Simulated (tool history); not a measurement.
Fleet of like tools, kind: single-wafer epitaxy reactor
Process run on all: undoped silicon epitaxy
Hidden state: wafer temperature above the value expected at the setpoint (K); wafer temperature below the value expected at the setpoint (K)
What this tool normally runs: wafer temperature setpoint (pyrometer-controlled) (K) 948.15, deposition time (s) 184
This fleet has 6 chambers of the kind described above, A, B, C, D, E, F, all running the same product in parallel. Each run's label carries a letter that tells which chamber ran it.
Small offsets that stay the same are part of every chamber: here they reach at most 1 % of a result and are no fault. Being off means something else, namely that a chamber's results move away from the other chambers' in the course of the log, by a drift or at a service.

| run | hour | wafer temperature setpoint (pyrometer-controlled) (K) | deposition time (s) | hours since the last pyrometer calibration | read-back reference wafer on the same gauge, thickness_nm | mean film thickness on the monitor wafer (angstrom) |
|---|---|---|---|---|---|---|
| 1A | 7.1 | 948.15 | 184 | 395.1 | 56.122 | 522.83 |
| 2D | 14.5 | 948.15 | 184 | 111.6 | 56.114 | 526.36 |
| 3B | 19.1 | 948.15 | 184 | 871.5 | 56.133 | 527.14 |
| 4C | 26.9 | 948.15 | 184 | 1483.5 | 56.151 | 520.28 |
| 5F | 31.0 | 948.15 | 184 | 891.3 | 56.135 | 529.80 |
| 6E | 35.5 | 948.15 | 162 | 187.8 | 56.126 | 460.15 |
| 7F | 42.0 | 948.15 | 162 | 902.3 | 56.160 | 465.98 |
| 8E | 50.0 | 948.15 | 162 | 202.3 | 56.166 | 460.03 |
| 9D | 54.2 | 948.15 | 162 | 151.3 | 56.164 | 463.06 |
| 10B | 58.1 | 948.15 | 162 | 910.5 | 56.178 | 464.21 |
| 11C | 62.6 | 948.15 | 162 | 1519.2 | 56.182 | 457.50 |
| 12A | 67.3 | 948.15 | 184 | 455.3 | 56.193 | 523.60 |
| 13A | 72.6 | 948.15 | 184 | 460.6 | 56.196 | 523.23 |
| 14C | 79.1 | 948.15 | 184 | 1535.7 | 56.216 | 520.68 |
| 15F | 84.0 | 948.15 | 184 | 944.3 | 56.204 | 531.40 |
| 16E | 91.5 | 948.15 | 184 | 243.8 | 56.222 | 524.06 |
| 17D | 95.9 | 948.15 | 184 | 193.0 | 56.214 | 526.58 |
| 18B | 102.4 | 948.15 | 184 | 954.8 | 56.233 | 527.99 |
| 19D | 109.0 | 948.15 | 184 | 206.1 | 56.226 | 527.36 |
| 20B | 114.8 | 948.15 | 184 | 967.2 | 56.244 | 528.01 |
| 21A | 120.4 | 948.15 | 184 | 508.4 | 56.260 | 523.09 |
| 22F | 127.8 | 948.15 | 184 | 988.1 | 56.272 | 531.50 |
| 23C | 132.9 | 938.15 | 184 | 1589.5 | 56.274 | 421.97 |
| 24E | 140.8 | 938.15 | 184 | 293.1 | 56.285 | 423.74 |
| 25C | 148.8 | 938.15 | 184 | 1605.4 | 56.302 | 422.33 |
| 26A | 154.5 | 938.15 | 184 | 542.5 | 56.291 | 425.78 |
| 27B | 159.8 | 938.15 | 184 | 1012.2 | 56.284 | 430.55 |
| 28E | 166.1 | 938.15 | 184 | 318.4 | 56.298 | 424.42 |
| 29F | 171.6 | 948.15 | 184 | 1031.9 | 56.339 | 532.77 |
| 30D | 175.6 | 948.15 | 184 | 272.7 | 56.322 | 528.04 |
| 31E | 179.7 | 948.15 | 184 | 332.0 | 56.315 | 522.56 |
| 32C | 184.6 | 948.15 | 184 | 1641.2 | 56.333 | 520.92 |
| 33F | 191.6 | 948.15 | 184 | 1051.9 | 56.341 | 533.22 |
| 34B | 198.3 | 948.15 | 184 | 1050.7 | 56.343 | 527.75 |
| 35A | 202.6 | 948.15 | 184 | 590.6 | 56.353 | 526.76 |
| 36D | 210.6 | 948.15 | 184 | 307.7 | 56.352 | 528.28 |
| 37E | 218.0 | 943.15 | 184 | 370.3 | 56.397 | 472.18 |

Predict what each chamber gives when all 6 of them run the settings below next.
| 38A | 223.8 | 943.15 | 184 |  |  | ? |
| 38B | 223.8 | 943.15 | 184 |  |  | ? |
| 38C | 223.8 | 943.15 | 184 |  |  | ? |
| 38D | 223.8 | 943.15 | 184 |  |  | ? |
| 38E | 223.8 | 943.15 | 184 |  |  | ? |
| 38F | 223.8 | 943.15 | 184 |  |  | ? |

| run | mean film thickness on the monitor wafer (angstrom) |
|---|---|
| 38A | 473.20 |
| 38B | 477.46 |
| 38C | 469.98 |
| 38D | 475.60 |
| 38E | 472.85 |
| 38F | 480.76 |
